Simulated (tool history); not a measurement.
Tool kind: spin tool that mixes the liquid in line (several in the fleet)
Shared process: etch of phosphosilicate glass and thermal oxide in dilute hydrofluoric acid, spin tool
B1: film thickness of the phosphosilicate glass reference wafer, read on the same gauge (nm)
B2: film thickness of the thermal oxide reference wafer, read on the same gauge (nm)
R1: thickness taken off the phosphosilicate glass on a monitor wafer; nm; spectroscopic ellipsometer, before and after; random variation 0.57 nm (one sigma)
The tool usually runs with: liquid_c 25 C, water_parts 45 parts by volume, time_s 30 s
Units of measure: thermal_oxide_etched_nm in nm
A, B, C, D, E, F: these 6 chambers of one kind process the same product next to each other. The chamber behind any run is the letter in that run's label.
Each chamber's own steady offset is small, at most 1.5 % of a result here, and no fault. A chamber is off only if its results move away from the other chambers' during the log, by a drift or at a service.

{"run": "1F", "hour": 8.8, "liquid_c": 25, "water_parts": 45, "time_s": 30, "B1": 49.982, "B2": 89.981, "R1": 101.42, "thermal_oxide_etched_nm": 3.7009}
{"run": "2A", "hour": 18.4, "liquid_c": 25, "water_parts": 45, "time_s": 30, "B1": 49.962, "B2": 89.986, "R1": 101.32, "thermal_oxide_etched_nm": 3.7429}
{"run": "3E", "hour": 29.3, "liquid_c": 25, "water_parts": 45, "time_s": 30, "B1": 49.965, "B2": 90.011, "R1": 101.46, "thermal_oxide_etched_nm": 3.6114}
{"run": "4D", "hour": 37.3, "liquid_c": 25, "water_parts": 45, "time_s": 30, "B1": 50.002, "B2": 90.018, "R1": 101.93, "thermal_oxide_etched_nm": 3.6979}
{"run": "5C", "hour": 46.3, "liquid_c": 25, "water_parts": 45, "time_s": 30, "B1": 49.983, "B2": 89.976, "R1": 99.425, "thermal_oxide_etched_nm": 3.7024}
{"run": "6B", "hour": 53.1, "liquid_c": 25, "water_parts": 35, "time_s": 30, "B1": 50.041, "B2": 90.004, "R1": 132.99, "thermal_oxide_etched_nm": 4.7346}
{"run": "7D", "hour": 63.9, "liquid_c": 25, "water_parts": 35, "time_s": 30, "B1": 49.974, "B2": 89.943, "R1": 131.67, "thermal_oxide_etched_nm": 4.7839}
{"hour": 71.1, "done": "chamber E: hydrofluoric acid flow meter replaced"}
{"run": "8E", "hour": 73.3, "liquid_c": 25, "water_parts": 35, "time_s": 30, "B1": 50.009, "B2": 89.97, "R1": 133.04, "thermal_oxide_etched_nm": 4.6765}
{"run": "9B", "hour": 78.4, "liquid_c": 25, "water_parts": 35, "time_s": 30, "B1": 49.988, "B2": 90.043, "R1": 133.64, "thermal_oxide_etched_nm": 4.7463}
{"run": "10F", "hour": 86.3, "liquid_c": 25, "water_parts": 35, "time_s": 30, "B1": 50.006, "B2": 89.992, "R1": 131.7, "thermal_oxide_etched_nm": 4.8186}
{"run": "11A", "hour": 94.8, "liquid_c": 25, "water_parts": 35, "time_s": 30, "B1": 49.986, "B2": 90.035, "R1": 130.28, "thermal_oxide_etched_nm": 4.8464}
{"run": "12C", "hour": 103.8, "liquid_c": 25, "water_parts": 45, "time_s": 30, "B1": 50.007, "B2": 90.017, "R1": 99.408, "thermal_oxide_etched_nm": 3.687}
{"run": "13B", "hour": 112.0, "liquid_c": 25, "water_parts": 45, "time_s": 30, "B1": 50.005, "B2": 89.984, "R1": 101.4, "thermal_oxide_etched_nm": 3.6687}
{"run": "14D", "hour": 118.5, "liquid_c": 25, "water_parts": 45, "time_s": 50, "B1": 50.012, "B2": 90.033, "R1": 168.82, "thermal_oxide_etched_nm": 6.0351}
{"hour": 118.9, "done": "chamber F: hydrofluoric acid flow meter replaced"}
{"run": "15E", "hour": 123.6, "liquid_c": 25, "water_parts": 45, "time_s": 50, "B1": 50.014, "B2": 89.944, "R1": 171.13, "thermal_oxide_etched_nm": 6.1247}
{"run": "16C", "hour": 135.4, "liquid_c": 25, "water_parts": 45, "time_s": 50, "B1": 49.999, "B2": 90.006, "R1": 167.62, "thermal_oxide_etched_nm": 6.1863}
{"run": "17F", "hour": 145.6, "liquid_c": 25, "water_parts": 45, "time_s": 50, "B1": 50.009, "B2": 90.043, "R1": 167.05, "thermal_oxide_etched_nm": 6.2302}
{"run": "18A", "hour": 151.1, "liquid_c": 25, "water_parts": 45, "time_s": 50, "B1": 50.008, "B2": 90.009, "R1": 167.73, "thermal_oxide_etched_nm": 6.1297}
{"run": "19D", "hour": 158.4, "liquid_c": 25, "water_parts": 45, "time_s": 50, "B1": 50.008, "B2": 89.994, "R1": 167.9, "thermal_oxide_etched_nm": 5.9543}
{"run": "20A", "hour": 168.6, "liquid_c": 25, "water_parts": 45, "time_s": 30, "B1": 50.001, "B2": 89.978, "R1": 101.48, "thermal_oxide_etched_nm": 3.7053}
{"run": "21E", "hour": 177.7, "liquid_c": 25, "water_parts": 45, "time_s": 30, "B1": 50.001, "B2": 90.011, "R1": 101.95, "thermal_oxide_etched_nm": 3.6842}
{"run": "22F", "hour": 188.1, "liquid_c": 25, "water_parts": 45, "time_s": 30, "B1": 50.023, "B2": 89.993, "R1": 102.06, "thermal_oxide_etched_nm": 3.7233}
{"run": "23B", "hour": 199.6, "liquid_c": 25, "water_parts": 60, "time_s": 40, "B1": 49.992, "B2": 90.04, "R1": 99.495, "thermal_oxide_etched_nm": 3.5493}
{"run": "24C", "hour": 210.3, "liquid_c": 25, "water_parts": 60, "time_s": 40, "B1": 50.008, "B2": 90.013, "R1": 98.108, "thermal_oxide_etched_nm": 3.5868}
{"run": "25C", "hour": 219.3, "liquid_c": 25, "water_parts": 60, "time_s": 40, "B1": 49.975, "B2": 90.028, "R1": 98.351, "thermal_oxide_etched_nm": 3.6373}
{"run": "26B", "hour": 226.2, "liquid_c": 25, "water_parts": 60, "time_s": 40, "B1": 50.005, "B2": 90.002, "R1": 98.717, "thermal_oxide_etched_nm": 3.4883}
{"run": "27E", "hour": 236.3, "liquid_c": 25, "water_parts": 60, "time_s": 40, "B1": 49.983, "B2": 89.999, "R1": 101.01, "thermal_oxide_etched_nm": 3.5112}
{"run": "28A", "hour": 245.8, "liquid_c": 25, "water_parts": 60, "time_s": 40, "B1": 49.988, "B2": 90.024, "R1": 99.485, "thermal_oxide_etched_nm": 3.7311}
{"run": "29D", "hour": 256.9, "liquid_c": 25, "water_parts": 45, "time_s": 30, "B1": 50.013, "B2": 89.979, "R1": 101.09, "thermal_oxide_etched_nm": 3.6383}
{"run": "30F", "hour": 267.8, "liquid_c": 25, "water_parts": 45, "time_s": 30, "B1": 50.02, "B2": 89.981, "R1": 101.58, "thermal_oxide_etched_nm": 3.702}
{"run": "31D", "hour": 278.1, "liquid_c": 25, "water_parts": 45, "time_s": 30, "B1": 50.001, "B2": 89.972, "R1": 101.03, "thermal_oxide_etched_nm": 3.6661}
{"run": "32A", "hour": 287.5, "liquid_c": 25, "water_parts": 45, "time_s": 30, "B1": 50.015, "B2": 90.007, "R1": 102.31, "thermal_oxide_etched_nm": 3.7241}
{"run": "33E", "hour": 294.6, "liquid_c": 25, "water_parts": 45, "time_s": 30, "B1": 49.978, "B2": 90.005, "R1": 101.61, "thermal_oxide_etched_nm": 3.6804}
{"run": "34C", "hour": 303.1, "liquid_c": 25, "water_parts": 45, "time_s": 30, "B1": 50.003, "B2": 90.026, "R1": 100.31, "thermal_oxide_etched_nm": 3.7118}
{"run": "35F", "hour": 313.9, "liquid_c": 25, "water_parts": 45, "time_s": 30, "B1": 49.99, "B2": 90.005, "R1": 100.33, "thermal_oxide_etched_nm": 3.5733}
{"hour": 315.6, "done": "chamber C: hydrofluoric acid flow meter replaced"}
{"run": "36B", "hour": 322.1, "liquid_c": 25, "water_parts": 45, "time_s": 30, "B1": 49.981, "B2": 90.008, "R1": 102.78, "thermal_oxide_etched_nm": 3.6923}
{"run": "37B", "hour": 327.6, "liquid_c": 25, "water_parts": 55, "time_s": 50, "B1": 50.025, "B2": 90.012, "R1": 136.43, "thermal_oxide_etched_nm": 4.8927}
{"run": "38E", "hour": 334.3, "liquid_c": 25, "water_parts": 55, "time_s": 50, "B1": 49.984, "B2": 90, "R1": 135.87, "thermal_oxide_etched_nm": 4.9675}
{"run": "39F", "hour": 344.9, "liquid_c": 25, "water_parts": 55, "time_s": 50, "B1": 49.999, "B2": 90.016, "R1": 136.37, "thermal_oxide_etched_nm": 4.9947}
{"run": "40C", "hour": 355.3, "liquid_c": 25, "water_parts": 55, "time_s": 50, "B1": 50.014, "B2": 90.01, "R1": 133.78, "thermal_oxide_etched_nm": 4.924}
{"run": "41D", "hour": 365.7, "liquid_c": 25, "water_parts": 55, "time_s": 50, "B1": 50.026, "B2": 90.014, "R1": 136.45, "thermal_oxide_etched_nm": 4.8657}
{"run": "42A", "hour": 373.5, "liquid_c": 25, "water_parts": 55, "time_s": 50, "B1": 49.985, "B2": 89.962, "R1": 136.62, "thermal_oxide_etched_nm": 4.9735}
{"run": "43F", "hour": 385.2, "liquid_c": 25, "water_parts": 45, "time_s": 30, "B1": 49.968, "B2": 90.018, "R1": 100.99, "thermal_oxide_etched_nm": 3.6658}
{"run": "44E", "hour": 392.1, "liquid_c": 25, "water_parts": 45, "time_s": 30, "B1": 50.022, "B2": 90.007, "R1": 101.29, "thermal_oxide_etched_nm": 3.6863}

Is one chamber off against the others, does the gauge drift, or is nothing wrong? If a chamber is off, say which, and what the likeliest cause is.

Beyond each chamber's small constant offset nothing stands out, and the gauge stays steady.
